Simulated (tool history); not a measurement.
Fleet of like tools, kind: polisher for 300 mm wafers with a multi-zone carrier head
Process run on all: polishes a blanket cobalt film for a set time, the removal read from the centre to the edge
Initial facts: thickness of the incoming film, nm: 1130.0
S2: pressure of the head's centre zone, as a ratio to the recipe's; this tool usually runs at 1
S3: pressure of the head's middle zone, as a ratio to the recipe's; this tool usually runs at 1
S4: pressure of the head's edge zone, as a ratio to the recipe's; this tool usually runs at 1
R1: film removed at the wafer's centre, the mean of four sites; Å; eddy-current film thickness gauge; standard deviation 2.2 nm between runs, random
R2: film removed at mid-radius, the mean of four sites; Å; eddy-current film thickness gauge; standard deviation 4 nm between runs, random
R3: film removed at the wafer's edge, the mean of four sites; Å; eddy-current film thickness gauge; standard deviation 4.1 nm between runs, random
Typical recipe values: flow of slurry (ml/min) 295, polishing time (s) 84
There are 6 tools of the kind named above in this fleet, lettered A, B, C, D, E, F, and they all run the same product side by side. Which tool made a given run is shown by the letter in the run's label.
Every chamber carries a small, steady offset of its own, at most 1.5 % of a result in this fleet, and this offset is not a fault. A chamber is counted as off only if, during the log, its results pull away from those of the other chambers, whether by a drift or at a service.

{"run": "1A", "day": 0.288, "flow of slurry (ml/min)": 295, "S2": 1, "S3": 1, "S4": 1, "polishing time (s)": 84, "R1": 3270.6, "R2": 3193.4, "R3": 3276}
{"run": "2F", "day": 0.438, "flow of slurry (ml/min)": 295, "S2": 1, "S3": 1, "S4": 1, "polishing time (s)": 84, "R1": 3249.9, "R2": 3213.5, "R3": 3316.9}
{"day": 0.467, "done": "chamber E: worn pad replaced by a new one"}
{"run": "3D", "day": 0.7, "flow of slurry (ml/min)": 295, "S2": 1, "S3": 1, "S4": 1, "polishing time (s)": 84, "R1": 3224, "R2": 3194.2, "R3": 3226.3}
{"run": "4C", "day": 0.908, "flow of slurry (ml/min)": 295, "S2": 1, "S3": 1, "S4": 1, "polishing time (s)": 84, "R1": 3231.7, "R2": 3236.3, "R3": 3274.9}
{"run": "5E", "day": 1.129, "flow of slurry (ml/min)": 295, "S2": 1, "S3": 1, "S4": 1, "polishing time (s)": 84, "R1": 3212.3, "R2": 3334.9, "R3": 3293.9}
{"run": "6B", "day": 1.404, "flow of slurry (ml/min)": 295, "S2": 1, "S3": 1, "S4": 1, "polishing time (s)": 84, "R1": 3186.9, "R2": 3170.8, "R3": 3286.1}
{"run": "7A", "day": 1.704, "flow of slurry (ml/min)": 295, "S2": 1, "S3": 1, "S4": 1, "polishing time (s)": 84, "R1": 3250.5, "R2": 3218.5, "R3": 3330.6}
{"day": 1.85, "done": "chamber C: worn pad replaced by a new one"}
{"day": 1.854, "done": "chamber C: edge zone pressure recalibrated"}
{"run": "8B", "day": 1.954, "flow of slurry (ml/min)": 295, "S2": 1, "S3": 1, "S4": 1, "polishing time (s)": 84, "R1": 3207.2, "R2": 3197.7, "R3": 3237.2}
{"day": 2.104, "done": "chamber A: worn pad replaced by a new one"}
{"run": "9F", "day": 2.242, "flow of slurry (ml/min)": 295, "S2": 1, "S3": 1, "S4": 1, "polishing time (s)": 84, "R1": 3191.3, "R2": 3230.9, "R3": 3253.8}
{"day": 2.254, "done": "chamber F: worn pad replaced by a new one"}
{"run": "10D", "day": 2.454, "flow of slurry (ml/min)": 295, "S2": 1, "S3": 1, "S4": 1, "polishing time (s)": 84, "R1": 3265.1, "R2": 3284.7, "R3": 3196}
{"run": "11C", "day": 2.642, "flow of slurry (ml/min)": 295, "S2": 1, "S3": 1, "S4": 1, "polishing time (s)": 84, "R1": 3250.3, "R2": 3323.8, "R3": 3304.7}
{"day": 2.688, "done": "chamber B: worn pad replaced by a new one"}
{"run": "12E", "day": 2.971, "flow of slurry (ml/min)": 295, "S2": 1, "S3": 1, "S4": 1, "polishing time (s)": 84, "R1": 3255.9, "R2": 3269.8, "R3": 3191.9}
{"run": "13E", "day": 3.212, "flow of slurry (ml/min)": 295, "S2": 1, "S3": 1, "S4": 1, "polishing time (s)": 84, "R1": 3229.4, "R2": 3206.4, "R3": 3267.7}
{"run": "14D", "day": 3.458, "flow of slurry (ml/min)": 295, "S2": 1, "S3": 1, "S4": 1, "polishing time (s)": 84, "R1": 3212.7, "R2": 3192.6, "R3": 3168.5}
{"run": "15F", "day": 3.629, "flow of slurry (ml/min)": 295, "S2": 1, "S3": 0.9, "S4": 1, "polishing time (s)": 84, "R1": 3180.6, "R2": 2857.6, "R3": 3301.2}
{"day": 3.821, "done": "chamber E: worn pad replaced by a new one"}
{"run": "16C", "day": 3.917, "flow of slurry (ml/min)": 295, "S2": 1, "S3": 0.9, "S4": 1, "polishing time (s)": 84, "R1": 3282.4, "R2": 2924.8, "R3": 3279.5}
{"run": "17B", "day": 4.146, "flow of slurry (ml/min)": 295, "S2": 1, "S3": 0.9, "S4": 1, "polishing time (s)": 84, "R1": 3190.3, "R2": 2978.4, "R3": 3267.2}
{"run": "18A", "day": 4.304, "flow of slurry (ml/min)": 295, "S2": 1, "S3": 0.9, "S4": 1, "polishing time (s)": 84, "R1": 3237.6, "R2": 2921.5, "R3": 3169.2}
{"day": 4.4, "done": "chamber E: slurry nozzle cleaned"}
{"run": "19B", "day": 4.638, "flow of slurry (ml/min)": 295, "S2": 1, "S3": 0.9, "S4": 1, "polishing time (s)": 84, "R1": 3174.4, "R2": 2942.4, "R3": 3342}
{"run": "20A", "day": 4.9, "flow of slurry (ml/min)": 295, "S2": 1, "S3": 0.9, "S4": 1, "polishing time (s)": 84, "R1": 3223.1, "R2": 2927.9, "R3": 3286.5}
{"run": "21F", "day": 5.229, "flow of slurry (ml/min)": 295, "S2": 1, "S3": 1, "S4": 1, "polishing time (s)": 84, "R1": 3208, "R2": 3247.3, "R3": 3168.2}
{"run": "22D", "day": 5.546, "flow of slurry (ml/min)": 295, "S2": 1, "S3": 1, "S4": 1, "polishing time (s)": 84, "R1": 3231.1, "R2": 3246.3, "R3": 3139}
{"run": "23E", "day": 5.775, "flow of slurry (ml/min)": 295, "S2": 1, "S3": 1, "S4": 1, "polishing time (s)": 84, "R1": 3294, "R2": 3182.8, "R3": 3234.4}
{"day": 5.888, "done": "chamber C: worn pad replaced by a new one"}
{"run": "24C", "day": 5.954, "flow of slurry (ml/min)": 295, "S2": 1, "S3": 1, "S4": 1, "polishing time (s)": 84, "R1": 3255.9, "R2": 3236.7, "R3": 3267.1}
{"day": 6.008, "done": "chamber D: worn pad replaced by a new one"}
{"run": "25A", "day": 6.146, "flow of slurry (ml/min)": 295, "S2": 1, "S3": 1, "S4": 1, "polishing time (s)": 84, "R1": 3248, "R2": 3314.5, "R3": 3269.8}
{"run": "26E", "day": 6.304, "flow of slurry (ml/min)": 295, "S2": 1, "S3": 1, "S4": 1, "polishing time (s)": 84, "R1": 3218.4, "R2": 3299.5, "R3": 3271.4}
{"day": 6.338, "done": "chamber E: worn pad replaced by a new one"}
{"run": "27F", "day": 6.629, "flow of slurry (ml/min)": 295, "S2": 1, "S3": 1, "S4": 1, "polishing time (s)": 84, "R1": 3146.6, "R2": 3162.9, "R3": 3240.4}
{"run": "28B", "day": 6.788, "flow of slurry (ml/min)": 295, "S2": 1, "S3": 1, "S4": 1, "polishing time (s)": 84, "R1": 3207.9, "R2": 3210.5, "R3": 3285.9}
{"run": "29D", "day": 7.025, "flow of slurry (ml/min)": 295, "S2": 0.9, "S3": 1, "S4": 0.89, "polishing time (s)": 84, "R1": 2892.6, "R2": 3284, "R3": 3039.7}
{"day": 7.075, "done": "chamber A: worn pad replaced by a new one"}
{"day": 7.217, "done": "chamber D: slurry nozzle cleaned"}
{"day": 7.25, "done": "chamber A: centre zone pressure recalibrated"}
{"run": "30C", "day": 7.354, "flow of slurry (ml/min)": 295, "S2": 0.9, "S3": 1, "S4": 0.89, "polishing time (s)": 84, "R1": 2938.6, "R2": 3283, "R3": 3095.1}
{"run": "31E", "day": 7.592, "flow of slurry (ml/min)": 295, "S2": 0.9, "S3": 1, "S4": 0.89, "polishing time (s)": 84, "R1": 2895.4, "R2": 3313.7, "R3": 3070.6}
{"day": 7.75, "done": "chamber F: worn pad replaced by a new one"}
{"day": 7.838, "done": "chamber B: slurry nozzle cleaned"}
{"run": "32B", "day": 7.879, "flow of slurry (ml/min)": 295, "S2": 0.9, "S3": 1, "S4": 0.89, "polishing time (s)": 84, "R1": 2829.9, "R2": 3230.6, "R3": 3069}
{"run": "33F", "day": 8.167, "flow of slurry (ml/min)": 295, "S2": 0.9, "S3": 1, "S4": 0.89, "polishing time (s)": 84, "R1": 2769, "R2": 3246.9, "R3": 3068.8}
{"run": "34A", "day": 8.412, "flow of slurry (ml/min)": 295, "S2": 0.9, "S3": 1, "S4": 0.89, "polishing time (s)": 84, "R1": 2881.3, "R2": 3225.6, "R3": 3051.5}
{"run": "35C", "day": 8.688, "flow of slurry (ml/min)": 295, "S2": 1, "S3": 1.04, "S4": 1, "polishing time (s)": 84, "R1": 3267.2, "R2": 3264.3, "R3": 3192.2}
{"run": "36D", "day": 8.912, "flow of slurry (ml/min)": 295, "S2": 1, "S3": 1.04, "S4": 1, "polishing time (s)": 84, "R1": 3222.8, "R2": 3306.7, "R3": 3202.2}
{"run": "37B", "day": 9.25, "flow of slurry (ml/min)": 295, "S2": 1, "S3": 1.04, "S4": 1, "polishing time (s)": 84, "R1": 3225.5, "R2": 3396.8, "R3": 3260.7}
{"day": 9.379, "done": "chamber C: worn pad replaced by a new one"}
{"day": 9.471, "done": "chamber E: worn pad replaced by a new one"}
{"run": "38A", "day": 9.571, "flow of slurry (ml/min)": 295, "S2": 1, "S3": 1.04, "S4": 1, "polishing time (s)": 84, "R1": 3257.9, "R2": 3325.6, "R3": 3247.8}
{"run": "39E", "day": 9.858, "flow of slurry (ml/min)": 295, "S2": 1, "S3": 1.04, "S4": 1, "polishing time (s)": 84, "R1": 3284.2, "R2": 3404.7, "R3": 3222}
{"run": "40D", "day": 10.196, "flow of slurry (ml/min)": 295, "S2": 1, "S3": 1.04, "S4": 1, "polishing time (s)": 84, "R1": 3257.8, "R2": 3370.2, "R3": 3188.2}
{"run": "41C", "day": 10.371, "flow of slurry (ml/min)": 295, "S2": 1, "S3": 1, "S4": 1, "polishing time (s)": 84, "R1": 3243.3, "R2": 3300.2, "R3": 3200.4}
{"run": "42F", "day": 10.712, "flow of slurry (ml/min)": 295, "S2": 1, "S3": 1, "S4": 1, "polishing time (s)": 84, "R1": 3051.2, "R2": 3189.3, "R3": 3203.3}

Predict what each chamber gives when all 6 of them run the settings below next.
{"run": "43A", "day": 10.962, "flow of slurry (ml/min)": 230, "S2": 1, "S3": 1, "S4": 1, "polishing time (s)": 84, "R1": "?", "R2": "?", "R3": "?"}
{"run": "43B", "day": 10.962, "flow of slurry (ml/min)": 230, "S2": 1, "S3": 1, "S4": 1, "polishing time (s)": 84, "R1": "?", "R2": "?", "R3": "?"}
{"run": "43C", "day": 10.962, "flow of slurry (ml/min)": 230, "S2": 1, "S3": 1, "S4": 1, "polishing time (s)": 84, "R1": "?", "R2": "?", "R3": "?"}
{"run": "43D", "day": 10.962, "flow of slurry (ml/min)": 230, "S2": 1, "S3": 1, "S4": 1, "polishing time (s)": 84, "R1": "?", "R2": "?", "R3": "?"}
{"run": "43E", "day": 10.962, "flow of slurry (ml/min)": 230, "S2": 1, "S3": 1, "S4": 1, "polishing time (s)": 84, "R1": "?", "R2": "?", "R3": "?"}
{"run": "43F", "day": 10.962, "flow of slurry (ml/min)": 230, "S2": 1, "S3": 1, "S4": 1, "polishing time (s)": 84, "R1": "?", "R2": "?", "R3": "?"}

run=43A R1=3152.4 R2=3170.4 R3=3181.2
run=43B R1=3098 R2=3077.8 R3=3254.9
run=43C R1=3176.5 R2=3126.6 R3=3275.1
run=43D R1=3164.1 R2=3169.1 R3=3120.5
run=43E R1=3128.8 R2=3256 R3=3194
run=43F R1=2922.1 R2=3020.1 R3=3114.6

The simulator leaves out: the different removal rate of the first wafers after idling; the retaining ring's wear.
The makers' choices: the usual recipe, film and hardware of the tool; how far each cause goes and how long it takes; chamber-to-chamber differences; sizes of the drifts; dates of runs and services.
